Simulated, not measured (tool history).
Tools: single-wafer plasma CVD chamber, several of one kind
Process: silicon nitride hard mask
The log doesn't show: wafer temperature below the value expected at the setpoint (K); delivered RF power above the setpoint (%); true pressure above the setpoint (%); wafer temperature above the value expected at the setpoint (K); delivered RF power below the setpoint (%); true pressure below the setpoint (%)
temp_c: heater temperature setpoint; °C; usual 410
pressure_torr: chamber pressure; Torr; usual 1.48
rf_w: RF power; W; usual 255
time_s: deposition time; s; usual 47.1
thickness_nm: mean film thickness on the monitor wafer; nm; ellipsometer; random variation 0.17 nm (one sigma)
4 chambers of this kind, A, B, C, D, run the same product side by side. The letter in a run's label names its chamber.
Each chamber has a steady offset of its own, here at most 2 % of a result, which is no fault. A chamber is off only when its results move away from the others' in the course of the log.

run,day,temp_c,pressure_torr,rf_w,time_s,hours since the last thermocouple change,hours since the last RF generator calibration,hours since the last manometer calibration,"read-back reference wafer on the same gauge, thickness_nm",thickness_nm
1A,0.154,410,1.48,255,47.1,516.6,1359.8,110.8,51.244,46.916
2C,0.304,410,1.48,255,47.1,903.4,1064,247.2,51.224,47.148
3B,0.542,410,1.48,255,47.1,661.7,1319.4,2056.1,51.183,46.789
4D,0.771,410,1.48,255,47.1,529.7,1976.1,2687.4,51.209,47.052
5C,0.933,410,1.48,255,47.1,918.5,1079.1,262.3,51.176,46.933
6B,1.217,410,1.48,255,47.1,677.9,1335.6,2072.3,51.14,46.267
7A,1.367,410,1.48,255,47.1,545.7,1388.9,139.9,51.189,46.502
8D,1.612,410,1.48,255,47.1,549.9,1996.3,2707.6,51.181,46.911
9B,1.783,410,1.48,255,47.1,691.5,1349.2,2085.9,51.256,46.393
# day 1.858: chamber A: RF generator calibrated
10A,1.992,410,1.48,255,47.1,560.7,3.3,154.9,51.234,46.48
11C,2.121,410,1.48,255,47.1,947,1107.6,290.8,51.216,46.85
12D,2.358,410,1.48,255,47.1,567.8,2014.2,2725.5,51.216,46.796
13C,2.567,410,1.48,255,47.1,957.7,1118.3,301.5,51.227,47.145
14D,2.733,410,1.48,255,47.1,576.8,2023.2,2734.5,51.183,47.157
15A,2.9,410,1.48,255,47.1,582.5,25.1,176.7,51.253,46.234
16B,3.071,398,1.78,255,47.1,722.4,1380.1,2116.8,51.18,49.099
17D,3.246,398,1.78,255,47.1,589.1,2035.5,2746.8,51.219,49.902
18B,3.504,398,1.78,255,47.1,732.8,1390.5,2127.2,51.249,49.411
19A,3.658,398,1.78,255,47.1,600.7,43.3,194.9,51.216,49.285
20C,3.879,410,1.48,255,47.1,989.2,1149.8,333,51.207,46.914
21C,4.083,410,1.48,270,55.2,994.1,1154.7,337.9,51.239,57.642
22B,4.25,410,1.48,270,55.2,750.7,1408.4,2145.1,51.247,56.809
23D,4.404,410,1.48,270,55.2,616.9,2063.3,2774.6,51.195,57.481
24A,4.629,410,1.48,270,55.2,624,66.6,218.2,51.183,56.805
# day 4.829: chamber B: capacitance manometer re-zeroed and calibrated
25B,4.829,410,1.48,255,47.1,764.6,1422.3,0,51.167,46.636
26D,4.983,410,1.48,255,47.1,630.8,2077.2,2788.5,51.185,47.184
27A,5.138,410,1.48,255,47.1,636.2,78.8,230.4,51.237,46.281
28C,5.304,405,1.48,255,47.1,1023.4,1184,367.2,51.162,47.369
29B,5.483,405,1.48,255,47.1,780.3,1438,15.7,51.222,46.472
# day 5.621: chamber D: RF generator calibrated
30C,5.729,405,1.48,255,47.1,1033.6,1194.2,377.4,51.2,47.072
31D,5.908,405,1.48,255,47.1,653,6.9,2810.7,51.233,47.112
32A,6.129,410,1.48,255,47.1,660,102.6,254.2,51.277,46.516
33A,6.271,410,1.48,255,47.1,663.4,106,257.6,51.17,46.29
34C,6.404,410,1.48,255,47.1,1049.8,1210.4,393.6,51.186,47.04
35B,6.654,410,1.48,255,47.1,808.4,1466.1,43.8,51.175,46.575
36D,6.871,410,1.48,255,47.1,676.1,30,2833.8,51.218,47.271
37B,7.092,410,1.48,255,47.1,818.9,1476.6,54.3,51.176,46.461
38D,7.271,410,1.48,255,47.1,685.7,39.6,2843.4,51.201,47.179
39C,7.517,410,1.48,255,47.1,1076.5,1237.1,420.3,51.209,47.086
40A,7.658,410,1.48,255,47.1,696.7,139.3,290.9,51.22,46.33
41A,7.929,410,1.48,255,47.1,703.2,145.8,297.4,51.172,46.501
42B,8.154,410,1.48,255,47.1,844.4,1502.1,79.8,51.179,46.779

What goes on in this fleet: one chamber off, a drifting gauge, or nothing beyond the chambers' own small offsets? Name the chamber and the cause, if any.

No chamber stands off beyond its own small offset, and the gauge holds steady.

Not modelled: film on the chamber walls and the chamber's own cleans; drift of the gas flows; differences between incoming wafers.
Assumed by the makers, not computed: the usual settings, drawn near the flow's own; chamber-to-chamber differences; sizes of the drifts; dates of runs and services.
